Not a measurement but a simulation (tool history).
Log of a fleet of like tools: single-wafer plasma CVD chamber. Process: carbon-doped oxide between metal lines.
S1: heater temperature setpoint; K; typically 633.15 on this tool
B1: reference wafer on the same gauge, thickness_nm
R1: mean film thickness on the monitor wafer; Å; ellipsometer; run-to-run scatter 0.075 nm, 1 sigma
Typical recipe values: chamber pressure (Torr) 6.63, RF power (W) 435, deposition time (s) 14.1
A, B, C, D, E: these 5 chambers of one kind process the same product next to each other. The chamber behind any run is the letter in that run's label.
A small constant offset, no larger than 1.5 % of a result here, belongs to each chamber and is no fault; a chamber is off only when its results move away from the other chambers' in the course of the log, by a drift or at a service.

{"run": "1D", "day": 0.504, "S1": 633.15, "chamber pressure (Torr)": 6.63, "RF power (W)": 435, "deposition time (s)": 14.1, "B1": 65.928, "R1": 665.62}
{"run": "2B", "day": 0.967, "S1": 633.15, "chamber pressure (Torr)": 6.63, "RF power (W)": 435, "deposition time (s)": 14.1, "B1": 65.919, "R1": 673.87}
{"run": "3E", "day": 1.4, "S1": 633.15, "chamber pressure (Torr)": 6.63, "RF power (W)": 435, "deposition time (s)": 14.1, "B1": 65.93, "R1": 664.43}
{"run": "4C", "day": 1.721, "S1": 633.15, "chamber pressure (Torr)": 6.63, "RF power (W)": 435, "deposition time (s)": 14.1, "B1": 65.931, "R1": 668.97}
{"run": "5A", "day": 2.158, "S1": 633.15, "chamber pressure (Torr)": 6.63, "RF power (W)": 435, "deposition time (s)": 14.1, "B1": 65.938, "R1": 667.21}
{"run": "6E", "day": 2.45, "S1": 633.15, "chamber pressure (Torr)": 6.63, "RF power (W)": 435, "deposition time (s)": 14.1, "B1": 65.964, "R1": 665.3}
{"run": "7B", "day": 2.962, "S1": 633.15, "chamber pressure (Torr)": 6.63, "RF power (W)": 435, "deposition time (s)": 14.1, "B1": 65.953, "R1": 674.92}
{"run": "8A", "day": 3.404, "S1": 633.15, "chamber pressure (Torr)": 6.63, "RF power (W)": 435, "deposition time (s)": 14.1, "B1": 65.958, "R1": 666.4}
{"run": "9D", "day": 3.892, "S1": 633.15, "chamber pressure (Torr)": 6.63, "RF power (W)": 435, "deposition time (s)": 14.1, "B1": 65.974, "R1": 665.69}
{"day": 4.117, "done": "chamber C: thermocouple changed; heater temperature recalibrated"}
{"run": "10C", "day": 4.446, "S1": 633.15, "chamber pressure (Torr)": 6.63, "RF power (W)": 435, "deposition time (s)": 14.1, "B1": 65.98, "R1": 668.34}
{"run": "11B", "day": 4.908, "S1": 633.15, "chamber pressure (Torr)": 6.63, "RF power (W)": 435, "deposition time (s)": 14.1, "B1": 66.002, "R1": 675.31}
{"run": "12A", "day": 5.404, "S1": 633.15, "chamber pressure (Torr)": 6.63, "RF power (W)": 435, "deposition time (s)": 14.1, "B1": 65.988, "R1": 667.98}
{"run": "13D", "day": 5.696, "S1": 633.15, "chamber pressure (Torr)": 6.63, "RF power (W)": 435, "deposition time (s)": 14.1, "B1": 66.011, "R1": 664.62}
{"run": "14E", "day": 6.262, "S1": 633.15, "chamber pressure (Torr)": 6.63, "RF power (W)": 435, "deposition time (s)": 14.1, "B1": 66.024, "R1": 667.02}
{"run": "15C", "day": 6.862, "S1": 633.15, "chamber pressure (Torr)": 6.63, "RF power (W)": 435, "deposition time (s)": 14.1, "B1": 66.032, "R1": 669.33}
{"run": "16A", "day": 7.271, "S1": 633.15, "chamber pressure (Torr)": 6.63, "RF power (W)": 435, "deposition time (s)": 14.1, "B1": 66.023, "R1": 666.48}
{"run": "17D", "day": 7.908, "S1": 633.15, "chamber pressure (Torr)": 6.63, "RF power (W)": 435, "deposition time (s)": 14.1, "B1": 66.045, "R1": 665.78}
{"day": 8.229, "done": "chamber D: RF generator calibrated"}
{"run": "18B", "day": 8.383, "S1": 633.15, "chamber pressure (Torr)": 6.63, "RF power (W)": 435, "deposition time (s)": 14.1, "B1": 66.063, "R1": 675.99}
{"run": "19E", "day": 8.746, "S1": 633.15, "chamber pressure (Torr)": 6.63, "RF power (W)": 435, "deposition time (s)": 14.1, "B1": 66.081, "R1": 666.77}
{"run": "20C", "day": 9.383, "S1": 633.15, "chamber pressure (Torr)": 6.63, "RF power (W)": 435, "deposition time (s)": 14.1, "B1": 66.091, "R1": 669.03}
{"run": "21D", "day": 9.796, "S1": 633.15, "chamber pressure (Torr)": 6.63, "RF power (W)": 400, "deposition time (s)": 14.1, "B1": 66.077, "R1": 625.31}
{"run": "22C", "day": 10.221, "S1": 633.15, "chamber pressure (Torr)": 6.63, "RF power (W)": 400, "deposition time (s)": 14.1, "B1": 66.1, "R1": 629.16}
{"day": 10.433, "done": "chamber C: RF generator calibrated"}
{"run": "23E", "day": 10.679, "S1": 633.15, "chamber pressure (Torr)": 6.63, "RF power (W)": 400, "deposition time (s)": 14.1, "B1": 66.1, "R1": 626.35}
{"run": "24A", "day": 11.279, "S1": 633.15, "chamber pressure (Torr)": 6.63, "RF power (W)": 400, "deposition time (s)": 14.1, "B1": 66.106, "R1": 629.19}
{"day": 11.642, "done": "chamber B: capacitance manometer re-zeroed and calibrated"}
{"run": "25B", "day": 11.642, "S1": 633.15, "chamber pressure (Torr)": 6.63, "RF power (W)": 400, "deposition time (s)": 14.1, "B1": 66.121, "R1": 635.51}
{"run": "26D", "day": 11.996, "S1": 633.15, "chamber pressure (Torr)": 6.63, "RF power (W)": 435, "deposition time (s)": 14.1, "B1": 66.128, "R1": 667.25}
{"run": "27B", "day": 12.558, "S1": 633.15, "chamber pressure (Torr)": 6.63, "RF power (W)": 435, "deposition time (s)": 14.1, "B1": 66.128, "R1": 676.42}
{"run": "28A", "day": 13.067, "S1": 633.15, "chamber pressure (Torr)": 6.63, "RF power (W)": 435, "deposition time (s)": 14.1, "B1": 66.138, "R1": 669.97}
{"day": 13.392, "done": "chamber A: thermocouple changed; heater temperature recalibrated"}
{"run": "29E", "day": 13.508, "S1": 625.15, "chamber pressure (Torr)": 6.63, "RF power (W)": 370, "deposition time (s)": 14.1, "B1": 66.129, "R1": 605.36}
{"run": "30C", "day": 14.088, "S1": 625.15, "chamber pressure (Torr)": 6.63, "RF power (W)": 370, "deposition time (s)": 14.1, "B1": 66.171, "R1": 607.66}
{"run": "31C", "day": 14.621, "S1": 625.15, "chamber pressure (Torr)": 6.63, "RF power (W)": 370, "deposition time (s)": 14.1, "B1": 66.166, "R1": 607.6}
{"run": "32A", "day": 14.938, "S1": 625.15, "chamber pressure (Torr)": 6.63, "RF power (W)": 370, "deposition time (s)": 14.1, "B1": 66.187, "R1": 607.91}
{"run": "33B", "day": 15.379, "S1": 625.15, "chamber pressure (Torr)": 6.63, "RF power (W)": 370, "deposition time (s)": 14.1, "B1": 66.189, "R1": 611.53}
{"run": "34D", "day": 15.683, "S1": 633.15, "chamber pressure (Torr)": 8.18, "RF power (W)": 435, "deposition time (s)": 14.1, "B1": 66.192, "R1": 676.55}

Decide between three cases: one chamber stands off from its peers, the gauge reading all wafers drifts, or nothing is wrong past each chamber's small offset. Where a chamber is off, say which and what most likely put it there.

Every chamber seems to shift together because the gauge that measures them all drifts; the chambers themselves are fine.
What lies behind it: gauge reads high (%) = 0.463.
